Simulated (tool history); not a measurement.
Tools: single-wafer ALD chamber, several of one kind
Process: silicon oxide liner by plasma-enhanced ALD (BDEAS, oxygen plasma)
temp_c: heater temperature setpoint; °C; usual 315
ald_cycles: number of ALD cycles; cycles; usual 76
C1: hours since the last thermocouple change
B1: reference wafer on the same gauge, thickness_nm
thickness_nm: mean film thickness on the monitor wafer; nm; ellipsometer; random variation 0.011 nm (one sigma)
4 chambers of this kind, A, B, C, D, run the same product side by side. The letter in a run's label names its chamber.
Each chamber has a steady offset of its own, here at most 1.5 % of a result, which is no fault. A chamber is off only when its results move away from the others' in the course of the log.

Run 1C, day 0.142: usual settings; C1 25.6; B1 5.8992. Result: thickness_nm 6.9204 nm.
Run 2D, day 0.346: usual settings; C1 874.2; B1 5.8965. Result: thickness_nm 6.9118 nm.
Run 3A, day 0.583: usual settings; C1 1464; B1 5.8952. Result: thickness_nm 6.9272 nm.
Run 4B, day 0.762: usual settings; C1 599.2; B1 5.896. Result: thickness_nm 6.8213 nm.
Run 5C, day 1.079: usual settings; C1 48.1; B1 5.8943. Result: thickness_nm 6.9174 nm.
Run 6D, day 1.233: usual settings but temp_c 324 °C, ald_cycles 65 cycles; C1 895.5; B1 5.8949. Result: thickness_nm 5.8177 nm.
Run 7A, day 1.392: usual settings but temp_c 324 °C, ald_cycles 65 cycles; C1 1483.4; B1 5.8932. Result: thickness_nm 5.8437 nm.
Run 8B, day 1.612: usual settings but temp_c 324 °C, ald_cycles 65 cycles; C1 619.6; B1 5.8919. Result: thickness_nm 5.7771 nm.
Run 9B, day 1.842: usual settings but temp_c 324 °C, ald_cycles 65 cycles; C1 625.1; B1 5.8926. Result: thickness_nm 5.7644 nm.
Run 10D, day 2.142: usual settings; C1 917.3; B1 5.8937. Result: thickness_nm 6.9014 nm.
Run 11C, day 2.4: usual settings; C1 79.8; B1 5.8903. Result: thickness_nm 6.912 nm.
Run 12A, day 2.679: usual settings; C1 1514.3; B1 5.8878. Result: thickness_nm 6.924 nm.
Run 13D, day 2.833: usual settings; C1 933.9; B1 5.8869. Result: thickness_nm 6.8802 nm.
Run 14A, day 2.983: usual settings but ald_cycles 91 cycles; C1 1521.6; B1 5.8866. Result: thickness_nm 8.2927 nm.
Run 15B, day 3.208: usual settings but ald_cycles 91 cycles; C1 657.9; B1 5.8854. Result: thickness_nm 8.1696 nm.
Run 16C, day 3.392: usual settings but ald_cycles 91 cycles; C1 103.6; B1 5.885. Result: thickness_nm 8.267 nm.
Run 17D, day 3.604: usual settings but ald_cycles 91 cycles; C1 952.4; B1 5.8839. Result: thickness_nm 8.2311 nm.
Run 18C, day 3.896: usual settings; C1 115.7; B1 5.8848. Result: thickness_nm 6.9095 nm.
Run 19A, day 4.15: usual settings; C1 1549.6; B1 5.8798. Result: thickness_nm 6.9322 nm.
Run 20B, day 4.383: usual settings; C1 686.1; B1 5.8826. Result: thickness_nm 6.8276 nm.
Run 21D, day 4.567: usual settings; C1 975.5; B1 5.88. Result: thickness_nm 6.8928 nm.
Run 22A, day 4.754: usual settings; C1 1564.1; B1 5.8805. Result: thickness_nm 6.9196 nm.
Run 23B, day 5.067: usual settings; C1 702.5; B1 5.8792. Result: thickness_nm 6.8297 nm.
Run 24C, day 5.25: usual settings but temp_c 323 °C, ald_cycles 85 cycles; C1 148.2; B1 5.8795. Result: thickness_nm 7.6263 nm.
Run 25D, day 5.471: usual settings but temp_c 323 °C, ald_cycles 85 cycles; C1 997.2; B1 5.8757. Result: thickness_nm 7.5879 nm.
Run 26C, day 5.788: usual settings but temp_c 323 °C, ald_cycles 85 cycles; C1 161.1; B1 5.8764. Result: thickness_nm 7.6337 nm.
Run 27A, day 6.071: usual settings but temp_c 323 °C, ald_cycles 85 cycles; C1 1595.7; B1 5.8708. Result: thickness_nm 7.6322 nm.
Run 28B, day 6.383: usual settings; C1 734.1; B1 5.8734. Result: thickness_nm 6.8141 nm.
Run 29B, day 6.521: usual settings; C1 737.4; B1 5.872. Result: thickness_nm 6.8177 nm.
Run 30D, day 6.825: usual settings; C1 1029.7; B1 5.8719. Result: thickness_nm 6.8779 nm.
Run 31A, day 7.121: usual settings; C1 1620.9; B1 5.8703. Result: thickness_nm 6.9099 nm.
Run 32C, day 7.412: usual settings; C1 200.1; B1 5.8671. Result: thickness_nm 6.9083 nm.
Run 33B, day 7.662: usual settings but temp_c 325 °C, ald_cycles 89 cycles; C1 764.8; B1 5.8663. Result: thickness_nm 7.8674 nm.
Run 34A, day 7.908: usual settings but temp_c 325 °C, ald_cycles 89 cycles; C1 1639.8; B1 5.8649. Result: thickness_nm 7.9762 nm.
Run 35D, day 8.225: usual settings but temp_c 325 °C, ald_cycles 89 cycles; C1 1063.3; B1 5.8663. Result: thickness_nm 7.9197 nm.
Run 36C, day 8.392: usual settings but temp_c 325 °C, ald_cycles 89 cycles; C1 223.6; B1 5.8636. Result: thickness_nm 7.9349 nm.
Run 37C, day 8.604: usual settings; C1 228.7; B1 5.8618. Result: thickness_nm 6.8887 nm.

Is one chamber off against the others, does the gauge drift, or is nothing wrong? If a chamber is off, say which, and what the likeliest cause is.

The gauge drifts, so all chambers seem to drift together. No chamber is off.
Cause: gauge reads low (%) = 0.648.
